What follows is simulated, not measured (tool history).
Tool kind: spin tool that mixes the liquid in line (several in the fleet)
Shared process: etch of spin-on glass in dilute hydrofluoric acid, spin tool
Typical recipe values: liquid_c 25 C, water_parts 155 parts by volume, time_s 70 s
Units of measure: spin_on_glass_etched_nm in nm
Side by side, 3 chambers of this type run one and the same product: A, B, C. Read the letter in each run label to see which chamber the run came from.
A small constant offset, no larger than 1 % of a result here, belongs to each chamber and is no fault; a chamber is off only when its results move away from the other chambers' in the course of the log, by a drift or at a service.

run,hour,liquid_c,water_parts,time_s,"read-back film thickness of the spin-on glass reference wafer, read on the same gauge (nm)",spin_on_glass_etched_nm
1B,4.7,25,155,70,70.021,14.722
2A,10.2,25,155,70,70.013,14.447
3C,17.3,25,155,70,69.992,14.248
4C,24.4,25,155,70,70.017,14.122
5B,31.2,29,155,70,69.999,16.761
6A,36.4,29,155,70,70.022,16.821
7B,42,29,155,70,69.976,16.756
8A,47.5,25,155,70,70.01,14.239
9C,57.3,25,155,70,70.01,14.261
# hour 62.9: chamber C: hydrofluoric acid flow meter replaced
10A,65.1,25,155,70,69.991,14.362
11C,72,25,155,70,70.012,14.235
12B,76.4,25,155,70,69.999,14.346
13B,85.5,25,155,70,69.997,14.524
14A,93.5,25,155,70,70,14.309
15C,100.9,25,155,70,70.026,14.429
16B,106.3,25,155,70,70.002,14.471
17A,113.3,25,155,70,70.025,14.289
18C,120.9,25,155,70,69.997,14.179
19A,127.9,25,155,70,70.032,14.252
20B,137.3,25,155,70,69.971,14.439
21C,143.4,25,155,70,70,14.551
22A,153,21.5,155,55,70.02,9.8295
23C,161.9,21.5,155,55,70.028,9.9961
24B,168.9,21.5,155,55,69.982,9.8324
25C,178.8,25,155,70,70.017,14.098
26B,188,25,155,70,69.99,14.306
27A,193.9,25,155,70,69.978,14.201
28A,203.7,25,155,70,69.995,14.177
29C,209.8,25,155,70,69.983,14.417
30B,218.6,25,105,70,69.949,22.847
31B,227.3,25,105,70,70.002,22.667
# hour 236.2: chamber C: thermometer replaced
32C,237.1,25,105,70,69.996,22.672
33A,246.3,25,155,70,70.031,14.684
34C,252.3,25,155,70,70.001,14.314

Decide between three cases: one chamber stands off from its peers, the gauge reading all wafers drifts, or nothing is wrong past each chamber's small offset. Where a chamber is off, say which and what most likely put it there.

All chambers stay in line apart from their small fixed offsets, and the gauge does not drift.
